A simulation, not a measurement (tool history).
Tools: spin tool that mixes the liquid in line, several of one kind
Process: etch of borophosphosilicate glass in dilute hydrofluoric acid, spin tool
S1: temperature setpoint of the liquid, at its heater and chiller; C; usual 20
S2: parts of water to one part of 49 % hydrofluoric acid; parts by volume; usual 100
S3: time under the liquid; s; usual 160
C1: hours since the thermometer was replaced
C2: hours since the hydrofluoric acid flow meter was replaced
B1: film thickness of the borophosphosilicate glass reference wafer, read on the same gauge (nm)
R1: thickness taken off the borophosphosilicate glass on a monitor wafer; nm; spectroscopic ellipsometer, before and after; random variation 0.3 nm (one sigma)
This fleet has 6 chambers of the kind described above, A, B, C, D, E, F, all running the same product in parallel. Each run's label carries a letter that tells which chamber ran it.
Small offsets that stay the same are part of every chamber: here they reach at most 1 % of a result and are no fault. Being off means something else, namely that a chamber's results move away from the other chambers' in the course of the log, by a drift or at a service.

Run 1E, day 0.217: usual settings; C1 34.6; C2 1315.5; B1 140. Result: R1 40.377 nm.
Run 2A, day 0.504: usual settings; C1 1103.9; C2 1164.2; B1 139.98. Result: R1 41.28 nm.
Run 3B, day 0.692: usual settings; C1 2372.4; C2 1004.2; B1 140.04. Result: R1 41.914 nm.
Run 4C, day 0.883: usual settings; C1 692.9; C2 260.8; B1 139.96. Result: R1 42.601 nm.
Run 5D, day 1.104: usual settings; C1 381.9; C2 2112.9; B1 140.02. Result: R1 41.954 nm.
Run 6F, day 1.229: usual settings; C1 58.4; C2 354.1; B1 140.01. Result: R1 40.896 nm.
Run 7A, day 1.4: usual settings; C1 1125.4; C2 1185.7; B1 139.98. Result: R1 40.889 nm.
Run 8E, day 1.596: usual settings; C1 67.7; C2 1348.6; B1 139.99. Result: R1 41.068 nm.
Run 9C, day 1.825: usual settings; C1 715.5; C2 283.4; B1 140. Result: R1 42.054 nm.
Run 10F, day 2.05: usual settings but S1 18 C, S3 205 s; C1 78.1; C2 373.8; B1 140. Result: R1 47.804 nm.
Run 11D, day 2.204: usual settings but S1 18 C, S3 205 s; C1 408.3; C2 2139.3; B1 139.98. Result: R1 48.594 nm.
Run 12B, day 2.412: usual settings but S1 18 C, S3 205 s; C1 2413.7; C2 1045.5; B1 139.99. Result: R1 48.741 nm.
Run 13D, day 2.667: usual settings but S1 18 C, S3 205 s; C1 419.4; C2 2150.4; B1 140. Result: R1 49.276 nm.
At day 2.692: chamber B: thermometer replaced.
Run 14A, day 2.825: usual settings but S1 18 C, S3 205 s; C1 1159.6; C2 1219.9; B1 139.95. Result: R1 48.217 nm.
Run 15B, day 3.071: usual settings but S1 18 C, S3 205 s; C1 9.1; C2 1061.3; B1 140.02. Result: R1 49.129 nm.
Run 16F, day 3.283: usual settings; C1 107.7; C2 403.4; B1 140.04. Result: R1 40.257 nm.
Run 17E, day 3.55: usual settings; C1 114.6; C2 1395.5; B1 139.97. Result: R1 40.956 nm.
Run 18C, day 3.812: usual settings; C1 763.2; C2 331.1; B1 140.03. Result: R1 42.166 nm.
Run 19A, day 4.017: usual settings but S3 120 s; C1 1188.2; C2 1248.5; B1 140. Result: R1 30.998 nm.
Run 20E, day 4.15: usual settings but S3 120 s; C1 129; C2 1409.9; B1 139.98. Result: R1 30.775 nm.
Run 21B, day 4.354: usual settings but S3 120 s; C1 39.9; C2 1092.1; B1 140.03. Result: R1 31.127 nm.
Run 22F, day 4.579: usual settings but S3 120 s; C1 138.8; C2 434.5; B1 140.01. Result: R1 29.807 nm.
Run 23D, day 4.796: usual settings but S3 120 s; C1 470.5; C2 2201.5; B1 140.02. Result: R1 31.133 nm.
Run 24C, day 4.962: usual settings but S3 120 s; C1 790.8; C2 358.7; B1 140.02. Result: R1 31.708 nm.
At day 4.983: chamber D: hydrofluoric acid flow meter replaced.
Run 25C, day 5.208: usual settings; C1 796.7; C2 364.6; B1 140.01. Result: R1 41.949 nm.
Run 26F, day 5.479: usual settings; C1 160.4; C2 456.1; B1 140. Result: R1 39.147 nm.
Run 27E, day 5.633: usual settings; C1 164.6; C2 1445.5; B1 139.98. Result: R1 41.063 nm.
Run 28D, day 5.921: usual settings but S2 130 parts by volume, S3 215 s; C1 497.5; C2 22.6; B1 140.01. Result: R1 41.246 nm.
Run 29A, day 6.15: usual settings but S2 130 parts by volume, S3 215 s; C1 1239.4; C2 1299.7; B1 139.99. Result: R1 41.158 nm.
Run 30B, day 6.379: usual settings but S2 130 parts by volume, S3 215 s; C1 88.5; C2 1140.7; B1 140. Result: R1 41.559 nm.
Run 31A, day 6.525: usual settings but S2 130 parts by volume, S3 215 s; C1 1248.4; C2 1308.7; B1 140.04. Result: R1 41.328 nm.
Run 32D, day 6.779: usual settings but S2 130 parts by volume, S3 215 s; C1 518.1; C2 43.2; B1 140.01. Result: R1 41.482 nm.
Run 33B, day 6.921: usual settings but S2 130 parts by volume, S3 215 s; C1 101.5; C2 1153.7; B1 139.99. Result: R1 41.807 nm.
Run 34E, day 7.138: usual settings; C1 200.7; C2 1481.6; B1 139.99. Result: R1 41.376 nm.
Run 35F, day 7.35: usual settings; C1 205.3; C2 501; B1 139.98. Result: R1 38.126 nm.
Run 36C, day 7.633: usual settings; C1 854.9; C2 422.8; B1 139.99. Result: R1 42.371 nm.
Run 37C, day 7.771: usual settings but S2 70 parts by volume; C1 858.2; C2 426.1; B1 140.02. Result: R1 61.577 nm.

The same settings go to every chamber for the next run, one line per chamber below. Forecast the results for each:
Run 38A, day 7.979: usual settings. Result: R1 ?.
Run 38B, day 7.979: usual settings. Result: R1 ?.
Run 38C, day 7.979: usual settings. Result: R1 ?.
Run 38D, day 7.979: usual settings. Result: R1 ?.
Run 38E, day 7.979: usual settings. Result: R1 ?.
Run 38F, day 7.979: usual settings. Result: R1 ?.

run      R1
38A  40.886
38B  41.166
38C   42.48
38D  41.563
38E  41.589
38F   37.97

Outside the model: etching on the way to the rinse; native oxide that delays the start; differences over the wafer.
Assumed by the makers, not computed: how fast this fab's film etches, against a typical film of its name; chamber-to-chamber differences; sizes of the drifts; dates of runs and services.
